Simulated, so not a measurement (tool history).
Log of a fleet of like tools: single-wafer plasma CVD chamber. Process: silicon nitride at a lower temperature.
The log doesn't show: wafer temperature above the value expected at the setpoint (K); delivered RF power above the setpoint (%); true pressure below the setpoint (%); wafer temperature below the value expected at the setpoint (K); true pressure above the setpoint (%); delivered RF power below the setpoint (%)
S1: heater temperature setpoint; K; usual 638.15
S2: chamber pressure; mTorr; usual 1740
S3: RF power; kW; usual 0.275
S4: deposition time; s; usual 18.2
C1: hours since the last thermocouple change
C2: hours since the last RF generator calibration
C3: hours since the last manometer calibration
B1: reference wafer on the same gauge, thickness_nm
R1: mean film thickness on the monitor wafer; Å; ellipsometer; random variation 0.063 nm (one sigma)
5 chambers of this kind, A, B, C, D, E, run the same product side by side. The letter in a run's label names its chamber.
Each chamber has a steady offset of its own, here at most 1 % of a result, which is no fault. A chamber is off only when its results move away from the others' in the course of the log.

run 1B hour=3.0 | S1=638.15 S2=1740 S3=0.275 S4=18.2 | C1=381.4 C2=2274.3 C3=1646.6 | B1=17.289 | R1=205.55
run 2C hour=7.0 | S1=638.15 S2=1740 S3=0.275 S4=18.2 | C1=1139.5 C2=566.6 C3=705.2 | B1=17.296 | R1=203.57
run 3D hour=9.8 | S1=638.15 S2=1740 S3=0.275 S4=18.2 | C1=1321.8 C2=378.6 C3=1715.3 | B1=17.301 | R1=205.61
run 4A hour=13.6 | S1=638.15 S2=1740 S3=0.275 S4=18.2 | C1=1263.7 C2=1023.9 C3=2170.7 | B1=17.304 | R1=206.08
run 5E hour=18.1 | S1=638.15 S2=1740 S3=0.250 S4=16.6 | C1=310.5 C2=594.1 C3=1540.3 | B1=17.295 | R1=175.72
run 6B hour=22.6 | S1=638.15 S2=1740 S3=0.250 S4=16.6 | C1=401.0 C2=2293.9 C3=1666.2 | B1=17.307 | R1=174.97
run 7E hour=25.5 | S1=638.15 S2=1740 S3=0.250 S4=16.6 | C1=317.9 C2=601.5 C3=1547.7 | B1=17.308 | R1=175.34
-- hour=25.9 chamber B: RF generator calibrated
run 8C hour=30.0 | S1=638.15 S2=1740 S3=0.250 S4=16.6 | C1=1162.5 C2=589.6 C3=728.2 | B1=17.296 | R1=173.56
run 9D hour=32.1 | S1=638.15 S2=1740 S3=0.250 S4=16.6 | C1=1344.1 C2=400.9 C3=1737.6 | B1=17.298 | R1=174.51
run 10A hour=35.5 | S1=638.15 S2=1740 S3=0.275 S4=18.2 | C1=1285.6 C2=1045.8 C3=2192.6 | B1=17.299 | R1=206.79
run 11A hour=37.6 | S1=638.15 S2=1740 S3=0.275 S4=18.2 | C1=1287.7 C2=1047.9 C3=2194.7 | B1=17.293 | R1=205.86
run 12C hour=42.1 | S1=638.15 S2=1740 S3=0.275 S4=18.2 | C1=1174.6 C2=601.7 C3=740.3 | B1=17.297 | R1=203.50
run 13D hour=44.6 | S1=638.15 S2=1740 S3=0.275 S4=18.2 | C1=1356.6 C2=413.4 C3=1750.1 | B1=17.308 | R1=205.64
run 14B hour=47.2 | S1=638.15 S2=1740 S3=0.275 S4=18.2 | C1=425.6 C2=21.3 C3=1690.8 | B1=17.307 | R1=206.40
run 15E hour=50.3 | S1=638.15 S2=1740 S3=0.275 S4=18.2 | C1=342.7 C2=626.3 C3=1572.5 | B1=17.300 | R1=207.27
run 16C hour=54.5 | S1=638.15 S2=1740 S3=0.275 S4=18.2 | C1=1187.0 C2=614.1 C3=752.7 | B1=17.302 | R1=203.72
run 17E hour=57.0 | S1=638.15 S2=1740 S3=0.275 S4=18.2 | C1=349.4 C2=633.0 C3=1579.2 | B1=17.301 | R1=207.46
run 18B hour=60.1 | S1=638.15 S2=1740 S3=0.275 S4=18.2 | C1=438.5 C2=34.2 C3=1703.7 | B1=17.299 | R1=205.08
run 19A hour=63.4 | S1=638.15 S2=1740 S3=0.275 S4=18.2 | C1=1313.5 C2=1073.7 C3=2220.5 | B1=17.293 | R1=206.07
run 20D hour=67.5 | S1=638.15 S2=1740 S3=0.275 S4=18.2 | C1=1379.5 C2=436.3 C3=1773.0 | B1=17.306 | R1=205.09
run 21A hour=71.4 | S1=638.15 S2=1740 S3=0.275 S4=18.2 | C1=1321.5 C2=1081.7 C3=2228.5 | B1=17.299 | R1=205.96
run 22C hour=74.4 | S1=638.15 S2=1740 S3=0.275 S4=18.2 | C1=1206.9 C2=634.0 C3=772.6 | B1=17.301 | R1=204.18
run 23B hour=79.2 | S1=638.15 S2=1740 S3=0.275 S4=18.2 | C1=457.6 C2=53.3 C3=1722.8 | B1=17.291 | R1=205.39
run 24D hour=81.5 | S1=624.15 S2=1740 S3=0.240 S4=18.2 | C1=1393.5 C2=450.3 C3=1787.0 | B1=17.307 | R1=187.29
run 25E hour=84.2 | S1=624.15 S2=1740 S3=0.240 S4=18.2 | C1=376.6 C2=660.2 C3=1606.4 | B1=17.304 | R1=189.03
run 26B hour=87.9 | S1=624.15 S2=1740 S3=0.240 S4=18.2 | C1=466.3 C2=62.0 C3=1731.5 | B1=17.299 | R1=187.82
run 27D hour=92.5 | S1=624.15 S2=1740 S3=0.240 S4=18.2 | C1=1404.5 C2=461.3 C3=1798.0 | B1=17.299 | R1=187.34
run 28E hour=97.2 | S1=624.15 S2=1740 S3=0.240 S4=18.2 | C1=389.6 C2=673.2 C3=1619.4 | B1=17.291 | R1=188.45
run 29A hour=101.7 | S1=638.15 S2=1740 S3=0.275 S4=18.2 | C1=1351.8 C2=1112.0 C3=2258.8 | B1=17.305 | R1=206.32
run 30C hour=106.2 | S1=638.15 S2=1740 S3=0.275 S4=18.2 | C1=1238.7 C2=665.8 C3=804.4 | B1=17.287 | R1=204.42
run 31A hour=110.8 | S1=638.15 S2=1740 S3=0.275 S4=18.2 | C1=1360.9 C2=1121.1 C3=2267.9 | B1=17.289 | R1=206.47
run 32B hour=114.7 | S1=638.15 S2=1740 S3=0.275 S4=18.2 | C1=493.1 C2=88.8 C3=1758.3 | B1=17.300 | R1=205.64
run 33E hour=118.4 | S1=638.15 S2=1740 S3=0.275 S4=18.2 | C1=410.8 C2=694.4 C3=1640.6 | B1=17.303 | R1=206.94
run 34C hour=121.6 | S1=638.15 S2=1740 S3=0.275 S4=18.2 | C1=1254.1 C2=681.2 C3=819.8 | B1=17.308 | R1=203.08
run 35D hour=126.4 | S1=638.15 S2=1740 S3=0.275 S4=18.2 | C1=1438.4 C2=495.2 C3=1831.9 | B1=17.311 | R1=205.26
run 36B hour=130.3 | S1=638.15 S2=1740 S3=0.275 S4=18.2 | C1=508.7 C2=104.4 C3=1773.9 | B1=17.296 | R1=205.37
run 37D hour=134.5 | S1=638.15 S2=1740 S3=0.275 S4=18.2 | C1=1446.5 C2=503.3 C3=1840.0 | B1=17.293 | R1=204.99
run 38C hour=139.0 | S1=638.15 S2=1740 S3=0.245 S4=18.2 | C1=1271.5 C2=698.6 C3=837.2 | B1=17.294 | R1=187.14

Is one chamber off against the others, does the gauge drift, or is nothing wrong? If a chamber is off, say which, and what the likeliest cause is.

No chamber stands off beyond its own small offset, and the gauge holds steady.

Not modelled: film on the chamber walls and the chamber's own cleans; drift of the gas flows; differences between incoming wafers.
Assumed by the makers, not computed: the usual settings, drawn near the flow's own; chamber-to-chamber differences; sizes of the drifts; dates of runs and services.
